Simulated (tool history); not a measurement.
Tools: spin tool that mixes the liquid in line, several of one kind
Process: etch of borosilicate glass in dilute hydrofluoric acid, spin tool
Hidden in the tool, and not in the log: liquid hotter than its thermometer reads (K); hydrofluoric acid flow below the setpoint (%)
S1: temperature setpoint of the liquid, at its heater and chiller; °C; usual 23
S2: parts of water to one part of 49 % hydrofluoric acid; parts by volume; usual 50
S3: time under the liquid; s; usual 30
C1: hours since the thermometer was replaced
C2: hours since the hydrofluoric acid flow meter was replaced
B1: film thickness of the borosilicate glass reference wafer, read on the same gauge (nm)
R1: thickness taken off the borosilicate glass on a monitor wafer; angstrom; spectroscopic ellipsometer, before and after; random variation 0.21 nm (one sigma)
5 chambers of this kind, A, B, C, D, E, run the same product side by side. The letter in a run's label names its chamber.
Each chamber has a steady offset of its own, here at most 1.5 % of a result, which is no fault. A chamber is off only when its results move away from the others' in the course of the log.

run	hour	S1	S2	S3	C1	C2	B1	R1
1E	7.8	23	50	30	977.2	633.6	39.977	219.33
2A	16.6	23	50	30	972.9	318.8	39.992	219.23
3C	23.2	23	50	30	369.8	462.5	39.976	214.01
4B	29.4	23	50	30	855.8	1340	39.996	223.19
5D	37.5	23	50	30	72.1	818.7	39.991	216.44
6B	45.3	23	50	30	871.7	1355.9	39.996	219.97
7C	54.5	23	50	30	401.1	493.8	40.011	217.82
8D	60.7	23	50	30	95.3	841.9	40.024	217.2
9E	64.8	23	50	30	1034.2	690.6	39.991	220.07
10A	71.3	23	50	30	1027.6	373.5	39.98	216.8
11D	77.8	23	50	30	112.4	859	39.989	215.95
12C	86.3	20.5	50	15	432.9	525.6	39.961	94.787
13A	93.3	20.5	50	15	1049.6	395.5	39.986	98.767
14E	101.4	20.5	50	15	1070.8	727.2	40	96.954
15B	110.2	20.5	50	15	936.6	1420.8	40.022	99.069
16A	117.3	20.5	50	15	1073.6	419.5	39.974	98.786
17D	124.9	23	50	30	159.5	906.1	40.005	217.73
18B	129.2	23	50	30	955.6	1439.8	40.018	217.93
19E	138.4	23	50	30	1107.8	764.2	40.001	212.46
20C	147.6	21	50	20	494.2	586.9	40.003	130.27
21B	152.6	21	50	20	979	1463.2	39.99	136.83
22C	160.9	21	50	20	507.5	600.2	39.988	130.77
23E	167.4	21	50	20	1136.8	793.2	39.953	127.63
24D	176.5	21	50	20	211.1	957.7	39.977	134.3
25A	185.6	23	50	30	1141.9	487.8	39.976	220.17
26C	194.8	23	50	35	541.4	634.1	40.009	252.29
27D	202.3	23	50	35	236.9	983.5	40.02	255.8
28E	206.4	23	50	35	1175.8	832.2	39.994	235.13
29B	213.1	23	50	35	1039.5	1523.7	39.975	256.56
30A	220.9	23	50	35	1177.2	523.1	40.02	251.44
31B	228.6	23	50	30	1055	1539.2	40.023	220.02
32C	237.9	23	50	30	584.5	677.2	39.989	214.76
33A	245.4	26.5	50	30	1201.7	547.6	39.979	248.82

Is one chamber off against the others, does the gauge drift, or is nothing wrong? If a chamber is off, say which, and what the likeliest cause is.

Chamber E drifts away from the others.
Cause: hydrofluoric acid flow below the setpoint (%) = 8.25.
The log may not tell that from: liquid colder than its thermometer reads (K).

Here are 4 candidates for chamber E's next run, each the usual settings with a change, their results left as question marks. Which one brings its results back in line with what the others give on the usual settings?
In line means no further than this from the other chambers' mean on the usual settings: R1 7.4 angstrom
34E-1	252.2	23.5	50	30				?
34E-2	252.2	25	50	30				?
34E-3	252.2	21	50	30				?
34E-4	252.2	22.5	50	30				?

The other chambers' mean on the usual settings: R1 218.15 angstrom
run	R1
34E-1	202.26
34E-2	215.07
34E-3	182.29
34E-4	194.07
34E-2 brings the chamber back in line.

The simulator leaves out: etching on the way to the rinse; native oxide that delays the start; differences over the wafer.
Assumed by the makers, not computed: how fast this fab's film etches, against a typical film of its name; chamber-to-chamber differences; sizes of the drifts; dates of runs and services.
